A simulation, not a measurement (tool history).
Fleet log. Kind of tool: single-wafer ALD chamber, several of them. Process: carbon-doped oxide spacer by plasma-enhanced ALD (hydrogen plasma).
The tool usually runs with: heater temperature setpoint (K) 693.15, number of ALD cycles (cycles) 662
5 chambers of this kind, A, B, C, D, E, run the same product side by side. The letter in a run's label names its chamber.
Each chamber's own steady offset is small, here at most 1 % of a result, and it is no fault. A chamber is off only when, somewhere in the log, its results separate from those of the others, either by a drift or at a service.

run,hour,heater temperature setpoint (K),number of ALD cycles (cycles),hours since the last thermocouple change,"read-back reference wafer on the same gauge, thickness_nm",mean film thickness on the monitor wafer (Å)
1E,3.2,693.15,662,1341.8,35.522,313.07
2A,5.9,693.15,662,1198.0,35.488,310.02
3C,9.6,693.15,662,1339.3,35.502,312.63
4B,14.1,693.15,662,2670.4,35.479,312.23
5D,17.5,693.15,662,278.0,35.487,310.09
6B,21.0,693.15,726,2677.3,35.493,340.76
7A,26.6,693.15,726,1218.7,35.509,340.21
8D,31.5,693.15,726,292.0,35.503,339.88
9C,34.7,693.15,726,1364.4,35.505,344.58
# hour 34.8: chamber B: thermocouple changed; heater temperature recalibrated
10E,40.7,693.15,726,1379.3,35.493,342.85
11D,45.6,693.15,662,306.1,35.501,310.48
12A,49.2,693.15,662,1241.3,35.496,311.07
13E,55.3,693.15,662,1393.9,35.507,312.86
14C,60.1,693.15,662,1389.8,35.486,314.69
15B,65.4,693.15,662,30.7,35.495,309.63
16E,71.1,693.15,662,1409.7,35.488,313.79
17B,74.8,707.15,662,40.1,35.492,297.78
18A,77.6,707.15,662,1269.7,35.512,296.26
19D,81.6,707.15,662,342.1,35.520,297.48
20C,87.4,707.15,662,1417.1,35.504,298.34
21E,91.1,707.15,662,1429.7,35.505,298.30
22A,96.3,684.15,662,1288.4,35.508,320.61
23D,100.0,684.15,662,360.5,35.490,319.85
24B,103.5,684.15,662,68.8,35.504,319.91
25C,107.2,684.15,662,1436.9,35.512,322.96
26A,112.0,684.15,662,1304.1,35.493,318.10
27E,115.1,693.15,662,1453.7,35.505,312.35
28B,120.6,693.15,716,85.9,35.500,337.21
29D,124.2,693.15,716,384.7,35.493,337.45
30C,128.6,693.15,716,1458.3,35.510,338.72
31E,131.6,693.15,716,1470.2,35.512,338.36
32C,137.7,693.15,716,1467.4,35.482,339.16
33B,141.8,693.15,662,107.1,35.497,310.03
34D,146.2,693.15,662,406.7,35.508,311.95
35A,149.3,693.15,662,1341.4,35.508,309.12
36D,155.0,693.15,662,415.5,35.493,311.04
37C,161.0,693.15,662,1490.7,35.480,313.08
38A,167.0,693.15,662,1359.1,35.484,310.61
39B,171.4,693.15,662,136.7,35.494,311.64
40E,174.9,693.15,662,1513.5,35.495,311.81
41E,180.6,706.15,582,1519.2,35.479,263.37
42D,186.5,706.15,582,447.0,35.494,261.80
43A,191.9,706.15,582,1384.0,35.482,260.76

The same settings go to every chamber for the next run, one line per chamber below. Forecast the results for each:
44A,196.3,693.15,662,,,?
44B,196.3,693.15,662,,,?
44C,196.3,693.15,662,,,?
44D,196.3,693.15,662,,,?
44E,196.3,693.15,662,,,?

run,mean film thickness on the monitor wafer (Å)
44A,310.18
44B,309.43
44C,313.37
44D,311.32
44E,311.75
